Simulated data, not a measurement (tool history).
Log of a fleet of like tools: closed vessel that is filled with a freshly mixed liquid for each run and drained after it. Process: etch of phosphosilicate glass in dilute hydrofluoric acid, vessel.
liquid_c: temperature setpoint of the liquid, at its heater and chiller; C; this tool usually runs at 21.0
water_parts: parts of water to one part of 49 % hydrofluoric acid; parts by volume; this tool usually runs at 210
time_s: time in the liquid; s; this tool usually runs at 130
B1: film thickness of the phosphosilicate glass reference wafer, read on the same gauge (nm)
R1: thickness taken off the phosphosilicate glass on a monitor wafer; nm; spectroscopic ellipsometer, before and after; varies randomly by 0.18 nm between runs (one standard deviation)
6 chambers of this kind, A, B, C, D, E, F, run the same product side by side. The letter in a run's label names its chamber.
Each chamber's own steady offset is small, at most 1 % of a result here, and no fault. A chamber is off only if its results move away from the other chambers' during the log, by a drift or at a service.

{"run": "1A", "hour": 5.5, "liquid_c": 21.0, "water_parts": 210, "time_s": 130, "B1": 40.006, "R1": 33.799}
{"run": "2D", "hour": 13.8, "liquid_c": 21.0, "water_parts": 210, "time_s": 130, "B1": 39.993, "R1": 33.702}
{"run": "3C", "hour": 23.1, "liquid_c": 21.0, "water_parts": 210, "time_s": 130, "B1": 39.988, "R1": 33.478}
{"run": "4B", "hour": 31.8, "liquid_c": 21.0, "water_parts": 210, "time_s": 130, "B1": 40.016, "R1": 33.673}
{"run": "5E", "hour": 43.2, "liquid_c": 21.0, "water_parts": 210, "time_s": 130, "B1": 40.007, "R1": 33.495}
{"run": "6F", "hour": 52.8, "liquid_c": 21.0, "water_parts": 210, "time_s": 130, "B1": 40.006, "R1": 34.163}
{"hour": 61.3, "done": "chamber E: thermometer replaced"}
{"run": "7B", "hour": 63.4, "liquid_c": 21.0, "water_parts": 210, "time_s": 130, "B1": 39.971, "R1": 33.752}
{"run": "8D", "hour": 73.8, "liquid_c": 21.0, "water_parts": 210, "time_s": 130, "B1": 40.025, "R1": 33.84}
{"run": "9F", "hour": 79.7, "liquid_c": 21.0, "water_parts": 210, "time_s": 130, "B1": 40.032, "R1": 33.973}
{"run": "10E", "hour": 89.4, "liquid_c": 21.0, "water_parts": 210, "time_s": 130, "B1": 40.006, "R1": 33.821}
{"run": "11C", "hour": 100.0, "liquid_c": 21.0, "water_parts": 210, "time_s": 130, "B1": 40.0, "R1": 33.6}
{"run": "12A", "hour": 108.6, "liquid_c": 21.0, "water_parts": 210, "time_s": 130, "B1": 39.998, "R1": 33.859}
{"hour": 114.1, "done": "chamber A: thermometer replaced"}
{"run": "13A", "hour": 119.2, "liquid_c": 21.0, "water_parts": 210, "time_s": 130, "B1": 40.003, "R1": 34.123}
{"run": "14D", "hour": 128.7, "liquid_c": 21.0, "water_parts": 210, "time_s": 130, "B1": 40.002, "R1": 33.892}
{"run": "15B", "hour": 135.5, "liquid_c": 21.0, "water_parts": 210, "time_s": 130, "B1": 40.015, "R1": 33.899}
{"run": "16C", "hour": 141.9, "liquid_c": 21.0, "water_parts": 210, "time_s": 130, "B1": 40.006, "R1": 33.44}
{"run": "17F", "hour": 152.6, "liquid_c": 21.0, "water_parts": 210, "time_s": 130, "B1": 40.024, "R1": 33.651}
{"run": "18E", "hour": 158.6, "liquid_c": 24.5, "water_parts": 210, "time_s": 130, "B1": 39.963, "R1": 38.278}
{"run": "19E", "hour": 167.6, "liquid_c": 24.5, "water_parts": 210, "time_s": 130, "B1": 40.013, "R1": 38.319}
{"run": "20F", "hour": 178.8, "liquid_c": 24.5, "water_parts": 210, "time_s": 130, "B1": 40.022, "R1": 39.437}
{"run": "21C", "hour": 184.0, "liquid_c": 24.5, "water_parts": 210, "time_s": 130, "B1": 40.016, "R1": 38.436}
{"run": "22A", "hour": 191.1, "liquid_c": 24.5, "water_parts": 210, "time_s": 130, "B1": 39.987, "R1": 38.608}
{"run": "23D", "hour": 196.2, "liquid_c": 24.5, "water_parts": 210, "time_s": 130, "B1": 39.979, "R1": 38.96}
{"hour": 197.4, "done": "chamber D: thermometer replaced"}
{"hour": 202.6, "done": "chamber D: hydrofluoric acid flow meter replaced"}
{"run": "24B", "hour": 205.8, "liquid_c": 21.0, "water_parts": 210, "time_s": 130, "B1": 40.033, "R1": 33.779}
{"run": "25C", "hour": 211.7, "liquid_c": 21.0, "water_parts": 210, "time_s": 130, "B1": 39.99, "R1": 33.946}
{"run": "26F", "hour": 219.0, "liquid_c": 21.0, "water_parts": 210, "time_s": 130, "B1": 39.991, "R1": 34.47}
{"run": "27E", "hour": 229.1, "liquid_c": 21.0, "water_parts": 210, "time_s": 130, "B1": 39.993, "R1": 33.373}
{"run": "28A", "hour": 236.0, "liquid_c": 21.0, "water_parts": 210, "time_s": 130, "B1": 40.004, "R1": 33.923}
{"run": "29B", "hour": 245.4, "liquid_c": 25.0, "water_parts": 260, "time_s": 130, "B1": 40.015, "R1": 29.92}
{"run": "30D", "hour": 253.3, "liquid_c": 25.0, "water_parts": 260, "time_s": 130, "B1": 39.991, "R1": 30.059}
{"run": "31A", "hour": 262.3, "liquid_c": 25.0, "water_parts": 260, "time_s": 130, "B1": 40.018, "R1": 30.251}
{"run": "32B", "hour": 272.3, "liquid_c": 25.0, "water_parts": 260, "time_s": 130, "B1": 39.997, "R1": 29.919}
{"run": "33C", "hour": 280.8, "liquid_c": 25.0, "water_parts": 260, "time_s": 130, "B1": 39.993, "R1": 30.014}
{"run": "34F", "hour": 287.6, "liquid_c": 25.0, "water_parts": 260, "time_s": 130, "B1": 39.984, "R1": 31.489}
{"run": "35D", "hour": 295.8, "liquid_c": 21.0, "water_parts": 210, "time_s": 130, "B1": 40.022, "R1": 34.136}
{"run": "36E", "hour": 304.8, "liquid_c": 21.0, "water_parts": 210, "time_s": 130, "B1": 39.987, "R1": 33.663}
{"run": "37C", "hour": 313.5, "liquid_c": 21.0, "water_parts": 115, "time_s": 175, "B1": 39.991, "R1": 90.489}
{"run": "38D", "hour": 320.3, "liquid_c": 21.0, "water_parts": 115, "time_s": 175, "B1": 39.984, "R1": 92.755}
{"run": "39E", "hour": 326.7, "liquid_c": 21.0, "water_parts": 115, "time_s": 175, "B1": 39.98, "R1": 91.872}
{"run": "40F", "hour": 334.4, "liquid_c": 21.0, "water_parts": 115, "time_s": 175, "B1": 39.983, "R1": 98.099}
{"run": "41A", "hour": 341.3, "liquid_c": 21.0, "water_parts": 115, "time_s": 175, "B1": 39.97, "R1": 93.914}
{"run": "42B", "hour": 348.0, "liquid_c": 21.0, "water_parts": 115, "time_s": 175, "B1": 40.007, "R1": 92.61}

What goes on in this fleet: one chamber off, a drifting gauge, or nothing beyond the chambers' own small offsets? Name the chamber and the cause, if any.

Chamber F drifts away from the others.
Most likely cause: hydrofluoric acid flow above the setpoint (%) = 5.07.
The log may not separate it from: liquid hotter than its thermometer reads (K).

Which of the 4 candidates below, each the usual settings with something changed and its results left as question marks, puts chamber F back in line with what the other chambers give on the usual settings?
A result is in line if it is within this distance of the other chambers' mean on the usual settings: R1 0.610 nm
{"run": "43F-1", "hour": 356.2, "liquid_c": 21.5, "water_parts": 210, "time_s": 130, "R1": "?"}
{"run": "43F-2", "hour": 356.2, "liquid_c": 21.0, "water_parts": 205, "time_s": 135, "R1": "?"}
{"run": "43F-3", "hour": 356.2, "liquid_c": 21.0, "water_parts": 215, "time_s": 125, "R1": "?"}
{"run": "43F-4", "hour": 356.2, "liquid_c": 21.0, "water_parts": 215, "time_s": 130, "R1": "?"}

Average result of the remaining chambers running the usual settings: R1 33.767 nm
run=43F-1 R1=36.794
run=43F-2 R1=38.591
run=43F-3 R1=33.716
run=43F-4 R1=35.064
It is 43F-3 that realigns the chamber with its peers.
